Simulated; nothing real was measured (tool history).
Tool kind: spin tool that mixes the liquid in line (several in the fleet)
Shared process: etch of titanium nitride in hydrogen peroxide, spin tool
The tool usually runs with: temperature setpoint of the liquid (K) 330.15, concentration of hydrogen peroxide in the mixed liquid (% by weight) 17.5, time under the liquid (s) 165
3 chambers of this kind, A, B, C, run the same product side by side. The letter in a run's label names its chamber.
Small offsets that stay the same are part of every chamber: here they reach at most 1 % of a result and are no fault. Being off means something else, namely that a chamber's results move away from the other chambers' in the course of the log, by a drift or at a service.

| run | hour | temperature setpoint of the liquid (K) | concentration of hydrogen peroxide in the mixed liquid (% by weight) | time under the liquid (s) | read-back film thickness of the titanium nitride reference wafer, read on the same gauge (nm) | thickness taken off the titanium nitride on a monitor wafer (angstrom) |
|---|---|---|---|---|---|---|
| 1A | 3.8 | 330.15 | 17.5 | 165 | 139.99 | 81.433 |
| 2C | 8.8 | 330.15 | 17.5 | 165 | 140.00 | 82.169 |
| 3B | 12.0 | 330.15 | 17.5 | 165 | 140.04 | 82.150 |
| 4B | 15.0 | 330.15 | 17.5 | 165 | 140.03 | 83.532 |
| 5C | 18.1 | 330.15 | 17.5 | 165 | 139.97 | 81.139 |
| 6A | 24.6 | 330.15 | 17.5 | 165 | 140.02 | 82.080 |
| 7B | 30.3 | 330.15 | 17.5 | 165 | 140.00 | 81.637 |
| 8C | 35.1 | 330.15 | 17.5 | 165 | 140.00 | 81.247 |
| 9A | 40.8 | 330.15 | 17.5 | 165 | 140.00 | 81.552 |
| 10B | 45.2 | 330.15 | 21.0 | 165 | 139.99 | 85.666 |
| 11C | 49.9 | 330.15 | 21.0 | 165 | 140.01 | 84.644 |
|  | 55.4 | chamber A: new drum of peroxide connected |
| 12A | 56.4 | 330.15 | 21.0 | 165 | 139.99 | 84.754 |
| 13C | 60.0 | 330.15 | 17.5 | 165 | 140.03 | 80.860 |
| 14B | 64.6 | 330.15 | 17.5 | 165 | 139.98 | 81.503 |
| 15A | 69.6 | 330.15 | 17.5 | 165 | 140.00 | 81.303 |
| 16C | 74.6 | 330.15 | 17.5 | 165 | 140.03 | 81.819 |
| 17B | 77.5 | 330.15 | 17.5 | 165 | 140.01 | 82.083 |
| 18A | 80.7 | 330.15 | 17.5 | 165 | 140.01 | 81.803 |
| 19B | 86.3 | 330.15 | 17.5 | 165 | 139.97 | 81.953 |
| 20C | 90.2 | 330.15 | 17.5 | 165 | 140.02 | 80.840 |
|  | 96.3 | chamber B: peroxide flow meter replaced |
| 21A | 96.8 | 330.15 | 17.5 | 165 | 140.01 | 81.171 |
| 22B | 102.7 | 330.15 | 17.5 | 165 | 139.99 | 79.967 |
| 23A | 107.8 | 330.15 | 17.5 | 165 | 140.02 | 82.576 |
| 24C | 111.5 | 330.15 | 17.5 | 165 | 140.01 | 80.964 |
| 25A | 115.0 | 330.15 | 17.5 | 165 | 139.94 | 81.724 |
| 26B | 119.3 | 330.15 | 17.5 | 165 | 139.97 | 80.206 |
| 27C | 124.0 | 330.15 | 17.5 | 165 | 140.00 | 81.527 |
| 28B | 130.4 | 330.15 | 20.5 | 215 | 140.00 | 106.480 |
| 29A | 135.0 | 330.15 | 20.5 | 215 | 139.98 | 108.340 |
| 30C | 141.2 | 330.15 | 20.5 | 215 | 140.00 | 109.370 |
| 31B | 146.5 | 330.15 | 17.5 | 165 | 140.00 | 78.772 |
|  | 148.8 | chamber A: thermometer replaced |
|  | 151.5 | chamber B: new drum of peroxide connected |
| 32C | 153.0 | 330.15 | 17.5 | 165 | 140.00 | 80.647 |
| 33A | 159.6 | 330.15 | 17.5 | 165 | 140.02 | 81.117 |
| 34C | 165.3 | 330.15 | 17.5 | 165 | 139.97 | 81.954 |
| 35A | 170.9 | 330.15 | 17.5 | 165 | 139.99 | 81.970 |
| 36B | 174.8 | 330.15 | 17.5 | 165 | 139.99 | 76.483 |
| 37B | 179.2 | 330.15 | 17.5 | 165 | 139.98 | 76.510 |
| 38C | 185.1 | 330.15 | 17.5 | 165 | 139.97 | 80.741 |
| 39A | 190.6 | 330.15 | 17.5 | 165 | 139.97 | 80.314 |

One chamber off, gauge drift, or nothing amiss beyond the chambers' own small offsets? If it is a chamber, which one, and what is the likeliest cause?

It is chamber B that slowly wanders off from its peers.
What lies behind it: liquid colder than its thermometer reads (K) = 1.28.
From this log alone, it may not be told apart from: temperature lost on the way to the wafer (K).

Below are 4 candidate recipes for chamber B's next run, each the usual settings with a change, their results shown as question marks. Which of them brings B's results back in line with what the other chambers give on the usual settings?
In line here means within this much of the mean the other chambers give on the usual settings: thickness taken off the titanium nitride on a monitor wafer (angstrom) 1.900
| 40B-1 | 195.4 | 331.15 | 17.5 | 165 |  | ? |
| 40B-2 | 195.4 | 329.65 | 17.5 | 160 |  | ? |
| 40B-3 | 195.4 | 330.15 | 17.5 | 160 |  | ? |
| 40B-4 | 195.4 | 330.65 | 17.5 | 165 |  | ? |

Average result of the remaining chambers running the usual settings: thickness taken off the titanium nitride on a monitor wafer (angstrom) 81.403
| run | thickness taken off the titanium nitride on a monitor wafer (angstrom) |
|---|---|
| 40B-1 | 80.753 |
| 40B-2 | 70.441 |
| 40B-3 | 72.996 |
| 40B-4 | 77.944 |
Change 40B-1 lands the chamber within the allowed miss of the other chambers.
